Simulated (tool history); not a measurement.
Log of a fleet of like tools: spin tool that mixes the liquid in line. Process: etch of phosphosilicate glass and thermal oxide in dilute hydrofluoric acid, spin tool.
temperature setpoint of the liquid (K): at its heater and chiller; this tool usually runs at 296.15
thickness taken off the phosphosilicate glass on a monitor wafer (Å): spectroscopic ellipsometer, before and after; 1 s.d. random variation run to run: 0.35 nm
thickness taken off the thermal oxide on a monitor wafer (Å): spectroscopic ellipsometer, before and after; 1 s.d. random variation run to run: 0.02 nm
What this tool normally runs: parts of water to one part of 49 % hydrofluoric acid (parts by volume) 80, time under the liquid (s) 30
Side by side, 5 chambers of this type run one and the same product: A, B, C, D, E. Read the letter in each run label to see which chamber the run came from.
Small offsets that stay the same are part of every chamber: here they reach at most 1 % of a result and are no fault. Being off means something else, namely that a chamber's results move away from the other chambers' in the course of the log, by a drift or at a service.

run,day,temperature setpoint of the liquid (K),parts of water to one part of 49 % hydrofluoric acid (parts by volume),time under the liquid (s),"read-back film thickness of the phosphosilicate glass reference wafer, read on the same gauge (nm)","read-back film thickness of the thermal oxide reference wafer, read on the same gauge (nm)",thickness taken off the phosphosilicate glass on a monitor wafer (Å),thickness taken off the thermal oxide on a monitor wafer (Å)
1C,0.412,296.15,80,30,69.996,149.99,407.89,17.5840
2E,0.825,296.15,80,30,69.995,149.96,409.15,17.1820
3D,1.121,296.15,80,30,69.981,150.06,408.40,17.8820
4B,1.517,296.15,80,30,69.996,150.00,404.70,17.6360
5A,1.946,296.15,80,30,69.999,150.04,403.75,17.4660
6E,2.238,296.15,80,30,69.996,149.96,408.06,18.0010
7A,2.692,296.15,80,30,70.012,149.97,405.84,17.2840
8B,3.021,296.15,80,30,70.018,149.99,412.28,17.3850
9D,3.429,296.15,80,30,70.008,150.02,405.33,17.8840
10C,3.862,296.15,80,30,69.991,149.95,402.29,17.9220
11D,4.108,296.15,80,30,69.987,150.00,406.93,17.7130
12A,4.512,296.15,80,30,69.997,150.01,413.06,17.6550
13B,4.792,296.15,80,15,69.996,150.05,205.80,8.8700
14E,5.121,296.15,80,15,70.003,150.02,202.92,8.7959
15C,5.421,296.15,80,15,69.978,150.02,201.96,8.6416
16D,5.875,296.15,80,15,70.008,150.01,200.49,8.8724
17B,6.196,296.15,80,15,70.006,149.95,207.76,8.6656
# day 6.250: chamber B: hydrofluoric acid flow meter replaced
18C,6.529,296.15,100,15,69.992,150.01,158.13,6.7768
19E,7.000,296.15,100,15,69.985,149.95,158.99,6.7714
20A,7.446,296.15,100,15,69.981,149.95,158.24,6.9164
21A,7.692,296.15,100,15,70.008,150.00,157.92,6.9101
22C,8.029,296.15,100,15,70.012,150.03,158.44,7.0200
23B,8.383,296.15,80,30,70.018,149.99,409.34,17.0110
# day 8.600: chamber C: thermometer replaced
24E,8.758,296.15,80,30,69.997,149.97,399.67,17.6480
25D,9.254,296.15,80,30,70.009,150.01,407.40,18.0900
26E,9.654,296.15,80,30,69.984,149.94,403.00,17.2990
# day 9.800: chamber D: hydrofluoric acid flow meter replaced
27C,10.067,296.15,80,30,70.006,149.98,406.39,17.4600
28A,10.317,296.15,80,30,70.006,150.00,412.29,17.6080
29D,10.817,296.15,80,30,69.990,150.02,403.74,17.5490
30B,11.275,296.15,115,30,70.011,149.99,269.05,11.4560
31E,11.729,296.15,115,30,69.986,150.04,271.40,11.7350
32C,12.154,296.15,115,30,69.976,150.00,274.23,11.7060
33B,12.579,296.15,115,30,69.982,149.96,273.30,11.5110
34D,12.842,296.15,115,30,69.985,150.02,266.60,11.7630

What goes on in this fleet: one chamber off, a drifting gauge, or nothing beyond the chambers' own small offsets? Name the chamber and the cause, if any.

Beyond each chamber's small constant offset nothing stands out, and the gauge stays steady.
